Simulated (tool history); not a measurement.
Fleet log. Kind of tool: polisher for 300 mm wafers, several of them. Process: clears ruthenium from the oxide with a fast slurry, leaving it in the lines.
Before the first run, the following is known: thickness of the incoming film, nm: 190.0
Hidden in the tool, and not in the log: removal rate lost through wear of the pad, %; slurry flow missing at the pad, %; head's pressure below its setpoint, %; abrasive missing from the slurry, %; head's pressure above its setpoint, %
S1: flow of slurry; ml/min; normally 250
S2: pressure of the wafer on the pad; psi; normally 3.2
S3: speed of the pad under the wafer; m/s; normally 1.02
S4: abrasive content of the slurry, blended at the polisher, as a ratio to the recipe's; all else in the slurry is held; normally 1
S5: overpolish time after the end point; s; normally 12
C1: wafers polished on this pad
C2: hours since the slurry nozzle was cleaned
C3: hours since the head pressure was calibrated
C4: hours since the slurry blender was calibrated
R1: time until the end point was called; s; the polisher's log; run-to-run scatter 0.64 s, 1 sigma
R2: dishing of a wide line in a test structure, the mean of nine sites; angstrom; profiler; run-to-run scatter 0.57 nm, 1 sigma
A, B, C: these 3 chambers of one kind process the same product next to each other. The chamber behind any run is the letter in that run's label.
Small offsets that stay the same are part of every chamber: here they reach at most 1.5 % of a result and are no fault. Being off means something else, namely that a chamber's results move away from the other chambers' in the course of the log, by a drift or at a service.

run 1A hour=3.1 | S1=250 S2=3.2 S3=1.02 S4=1 S5=12 | C1=610 C2=590.8 C3=194.7 C4=57.9 | R1=39.583 R2=366.59
run 2C hour=5.9 | S1=250 S2=3.2 S3=1.02 S4=1 S5=12 | C1=930 C2=424.6 C3=205.2 C4=15.1 | R1=38.7 R2=370.8
run 3B hour=8.3 | S1=250 S2=3.2 S3=1.02 S4=1 S5=12 | C1=869 C2=91.2 C3=955.8 C4=143.2 | R1=39.036 R2=370.82
-- hour=11.8 chamber A: worn pad replaced by a new one
run 4A hour=13.1 | S1=250 S2=3.2 S3=1.02 S4=1 S5=12 | C1=10 C2=600.8 C3=204.7 C4=67.9 | R1=37.974 R2=364.93
run 5B hour=15.9 | S1=250 S2=3.2 S3=1.02 S4=1 S5=12 | C1=926 C2=98.8 C3=963.4 C4=150.8 | R1=39.859 R2=360.69
run 6C hour=19.3 | S1=250 S2=3.2 S3=1.02 S4=1 S5=12 | C1=1031 C2=438 C3=218.6 C4=28.5 | R1=39.19 R2=365.5
run 7A hour=21.6 | S1=250 S2=3.2 S3=1.02 S4=1 S5=12 | C1=74 C2=609.3 C3=213.2 C4=76.4 | R1=38.218 R2=361.27
run 8C hour=25.2 | S1=250 S2=3.2 S3=1.02 S4=1 S5=12 | C1=1076 C2=443.9 C3=224.5 C4=34.4 | R1=38.64 R2=367.41
run 9B hour=28.3 | S1=250 S2=3.2 S3=1.02 S4=1 S5=12 | C1=1020 C2=111.2 C3=975.8 C4=163.2 | R1=38.135 R2=372.35
-- hour=29.4 chamber A: slurry nozzle cleaned
run 10A hour=32.6 | S1=250 S2=3.2 S3=1.28 S4=1.2 S5=12 | C1=157 C2=3.3 C3=224.2 C4=87.4 | R1=28.746 R2=451.15
run 11B hour=36.8 | S1=250 S2=3.2 S3=1.28 S4=1.2 S5=12 | C1=1085 C2=119.7 C3=984.3 C4=171.7 | R1=29.355 R2=451.3
run 12C hour=41.5 | S1=250 S2=3.2 S3=1.28 S4=1.2 S5=12 | C1=1199 C2=460.2 C3=240.8 C4=50.7 | R1=28.448 R2=433.94
run 13B hour=44 | S1=250 S2=3.2 S3=1.02 S4=1 S5=12 | C1=1139 C2=126.9 C3=991.5 C4=178.9 | R1=38.939 R2=378.27
run 14C hour=47.2 | S1=250 S2=4.3 S3=1.02 S4=1 S5=17 | C1=1243 C2=465.9 C3=246.5 C4=56.4 | R1=28.677 R2=538.03
run 15A hour=50.7 | S1=250 S2=4.3 S3=1.02 S4=1 S5=17 | C1=294 C2=21.4 C3=242.3 C4=105.5 | R1=28.371 R2=536.77
run 16B hour=54.2 | S1=250 S2=4.3 S3=1.02 S4=1 S5=17 | C1=1217 C2=137.1 C3=1001.7 C4=189.1 | R1=29.22 R2=516.28
run 17C hour=56.9 | S1=250 S2=3.2 S3=1.02 S4=1 S5=12 | C1=1316 C2=475.6 C3=256.2 C4=66.1 | R1=38.362 R2=355.1
run 18A hour=59.6 | S1=250 S2=3.2 S3=1.02 S4=1 S5=12 | C1=362 C2=30.3 C3=251.2 C4=114.4 | R1=39.019 R2=371.01
run 19C hour=61.8 | S1=250 S2=3.2 S3=1.02 S4=1 S5=12 | C1=1353 C2=480.5 C3=261.1 C4=71 | R1=39.06 R2=367.61
-- hour=65.9 chamber C: worn pad replaced by a new one
run 20A hour=65.9 | S1=250 S2=3.2 S3=1.02 S4=1 S5=12 | C1=410 C2=36.6 C3=257.5 C4=120.7 | R1=38.732 R2=361.77
run 21B hour=68.6 | S1=250 S2=3.2 S3=1.02 S4=1 S5=12 | C1=1326 C2=151.5 C3=1016.1 C4=203.5 | R1=38.855 R2=370.26
-- hour=69.4 chamber B: worn pad replaced by a new one
run 22B hour=72.7 | S1=250 S2=3.2 S3=1.02 S4=1 S5=12 | C1=25 C2=155.6 C3=1020.2 C4=207.6 | R1=39.52 R2=362.27
run 23A hour=75.3 | S1=250 S2=3.2 S3=1.02 S4=1 S5=12 | C1=481 C2=46 C3=266.9 C4=130.1 | R1=39.656 R2=360.84
run 24C hour=79.6 | S1=250 S2=3.2 S3=1.02 S4=1 S5=12 | C1=103 C2=498.3 C3=278.9 C4=88.8 | R1=38.832 R2=351.46
run 25B hour=83.4 | S1=250 S2=3.2 S3=1.02 S4=1 S5=12 | C1=106 C2=166.3 C3=1030.9 C4=218.3 | R1=39.251 R2=363.29
run 26C hour=88.2 | S1=250 S2=3.2 S3=1.02 S4=1 S5=12 | C1=169 C2=506.9 C3=287.5 C4=97.4 | R1=39.102 R2=360.95

The same settings go to every chamber for the next run, one line per chamber below. Forecast the results for each:
run 27A hour=91.9 | S1=250 S2=3.2 S3=1.02 S4=1 S5=12 | R1=? R2=?
run 27B hour=91.9 | S1=250 S2=3.2 S3=1.02 S4=1 S5=12 | R1=? R2=?
run 27C hour=91.9 | S1=250 S2=3.2 S3=1.02 S4=1 S5=12 | R1=? R2=?

run=27A R1=37.942 R2=361.4
run=27B R1=39.806 R2=359.43
run=27C R1=38.302 R2=365.86
